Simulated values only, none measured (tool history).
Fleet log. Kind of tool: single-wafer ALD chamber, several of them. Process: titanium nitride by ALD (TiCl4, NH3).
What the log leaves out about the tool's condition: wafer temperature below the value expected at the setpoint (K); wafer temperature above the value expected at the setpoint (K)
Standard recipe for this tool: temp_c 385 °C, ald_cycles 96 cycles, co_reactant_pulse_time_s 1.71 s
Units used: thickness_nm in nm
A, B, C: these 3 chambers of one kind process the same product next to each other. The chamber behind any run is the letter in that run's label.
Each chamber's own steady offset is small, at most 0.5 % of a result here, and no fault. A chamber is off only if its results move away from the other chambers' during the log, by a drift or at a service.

run,hour,temp_c,ald_cycles,co_reactant_pulse_time_s,hours since the last thermocouple change,"read-back reference wafer on the same gauge, thickness_nm",thickness_nm
1C,3.6,385,96,1.71,650.5,1.7904,2.088
2A,8.7,385,96,1.71,255.9,1.7897,2.0576
3B,13.9,385,96,1.71,1490.2,1.7908,2.0953
4C,18.3,385,96,1.71,665.2,1.7895,2.0871
5B,21.6,385,96,1.71,1497.9,1.7876,2.0763
6A,27.7,385,96,1.71,274.9,1.7906,2.0604
7B,34.6,385,96,1.71,1510.9,1.7893,2.0724
8A,40.2,385,96,1.71,287.4,1.7899,2.073
9C,43.4,385,96,1.71,690.3,1.7885,2.069
10B,48.7,385,96,1.71,1525,1.792,2.0993
11C,53.2,385,96,1.71,700.1,1.788,2.0858
12A,58.1,385,96,1.71,305.3,1.7899,2.055
13B,64.8,385,82,1.34,1541.1,1.7912,1.7652
14A,70.4,385,82,1.34,317.6,1.7871,1.7441
15C,75.7,385,82,1.34,722.6,1.7906,1.7445
16C,79.1,385,114,1.71,726,1.7887,2.4641
17B,84.4,385,114,1.71,1560.7,1.7909,2.4804
18A,89.3,385,114,1.71,336.5,1.7903,2.4424
19A,95.1,380,96,1.71,342.3,1.7897,2.056
20C,99.6,380,96,1.71,746.5,1.7897,2.0602
21B,104.1,380,96,1.71,1580.4,1.7908,2.0727
22B,109.4,385,96,1.71,1585.7,1.7887,2.0634
23C,112.4,385,96,1.71,759.3,1.7913,2.0891
24A,115.8,385,96,1.71,363,1.7898,2.0712
25C,120.7,385,96,1.71,767.6,1.7888,2.0857
26B,126.5,385,96,1.71,1602.8,1.7898,2.0759
27A,132.6,385,96,1.71,379.8,1.7912,2.0733
28C,138.7,385,96,1.71,785.6,1.7918,2.0907
29A,144.2,390,96,1.71,391.4,1.7888,2.0713
30B,149.6,390,96,1.71,1625.9,1.7924,2.0838
31C,153.3,390,96,1.71,800.2,1.7904,2.1005
32B,158.7,385,96,1.71,1635,1.7909,2.0919
33A,165.3,385,96,1.71,412.5,1.7883,2.0626
34C,171.7,385,96,1.71,818.6,1.79,2.0812
35A,176.5,385,83,1.71,423.7,1.7907,1.7839
36B,182.1,385,83,1.71,1658.4,1.7885,1.7918
37B,186.7,385,83,1.71,1663,1.789,1.803
38A,191.9,397,96,2.01,439.1,1.7882,2.094
39C,198.2,397,96,2.01,845.1,1.7907,2.1237
40A,204.8,397,96,2.01,452,1.7899,2.1192

For the next run the whole fleet of 3 chambers uses the same settings. Give each chamber's results:
41A,209.7,385,110,1.71,,,?
41B,209.7,385,110,1.71,,,?
41C,209.7,385,110,1.71,,,?

run,thickness_nm
41A,2.3415
41B,2.3799
41C,2.3862
